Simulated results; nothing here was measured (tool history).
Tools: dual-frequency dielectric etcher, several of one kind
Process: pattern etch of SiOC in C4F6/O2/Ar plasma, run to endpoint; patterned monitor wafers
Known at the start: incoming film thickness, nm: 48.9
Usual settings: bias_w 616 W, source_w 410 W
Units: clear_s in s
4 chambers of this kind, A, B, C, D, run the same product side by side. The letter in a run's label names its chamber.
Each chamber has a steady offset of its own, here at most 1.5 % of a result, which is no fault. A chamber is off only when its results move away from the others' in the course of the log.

run 1D day=0.638 | bias_w=616 source_w=410 | clear_s=14.873
-- day=0.675 chamber C: wet clean of the chamber
run 2A day=1.229 | bias_w=616 source_w=410 | clear_s=15.173
run 3B day=1.712 | bias_w=616 source_w=410 | clear_s=15.017
run 4C day=2.112 | bias_w=616 source_w=410 | clear_s=15.172
run 5C day=2.683 | bias_w=743 source_w=330 | clear_s=15.164
run 6A day=3.075 | bias_w=743 source_w=330 | clear_s=15.211
run 7B day=3.492 | bias_w=743 source_w=330 | clear_s=15.149
run 8D day=3.904 | bias_w=743 source_w=330 | clear_s=15.066
run 9D day=4.404 | bias_w=537 source_w=350 | clear_s=16.637
-- day=4.65 chamber D: wet clean of the chamber
run 10A day=4.75 | bias_w=537 source_w=350 | clear_s=16.945
run 11B day=5.042 | bias_w=537 source_w=350 | clear_s=16.798
run 12C day=5.642 | bias_w=537 source_w=350 | clear_s=16.978
run 13C day=6.175 | bias_w=616 source_w=410 | clear_s=15.186
run 14B day=6.492 | bias_w=616 source_w=410 | clear_s=15.025
-- day=6.75 chamber B: wet clean of the chamber
run 15A day=7.029 | bias_w=616 source_w=410 | clear_s=15.266
run 16D day=7.412 | bias_w=564 source_w=350 | clear_s=16.305
run 17B day=8.008 | bias_w=564 source_w=350 | clear_s=16.491
run 18C day=8.354 | bias_w=564 source_w=350 | clear_s=16.588
run 19D day=8.783 | bias_w=564 source_w=350 | clear_s=16.268
run 20A day=9.354 | bias_w=616 source_w=410 | clear_s=15.408
run 21C day=9.929 | bias_w=616 source_w=410 | clear_s=15.068
run 22A day=10.396 | bias_w=616 source_w=410 | clear_s=15.516
run 23B day=10.854 | bias_w=545 source_w=340 | clear_s=16.986
run 24D day=11.179 | bias_w=545 source_w=340 | clear_s=16.625
run 25B day=11.688 | bias_w=545 source_w=340 | clear_s=16.858
run 26C day=12.25 | bias_w=545 source_w=340 | clear_s=16.993
run 27A day=12.671 | bias_w=616 source_w=410 | clear_s=15.66
run 28D day=13.325 | bias_w=616 source_w=410 | clear_s=14.945

Is one chamber off against the others, does the gauge drift, or is nothing wrong? If a chamber is off, say which, and what the likeliest cause is.

Chamber A drifts away from the others.
Cause: etch rate under this chamber's usual, % = 4.19.

Here are 4 candidates for chamber A's next run, each the usual settings with a change, their results left as question marks. Which one brings its results back in line with what the others give on the usual settings?
In line means no further than this from the other chambers' mean on the usual settings: clear_s 0.17 s
run 29A-1 day=13.804 | bias_w=616 source_w=380 | clear_s=?
run 29A-2 day=13.804 | bias_w=616 source_w=440 | clear_s=?
run 29A-3 day=13.804 | bias_w=539 source_w=410 | clear_s=?
run 29A-4 day=13.804 | bias_w=657 source_w=440 | clear_s=?

The other chambers' mean on the usual settings: clear_s 15.033 s
run=29A-1 clear_s=16.211
run=29A-2 clear_s=15.367
run=29A-3 clear_s=16.579
run=29A-4 clear_s=14.995
29A-4 brings the chamber back in line.
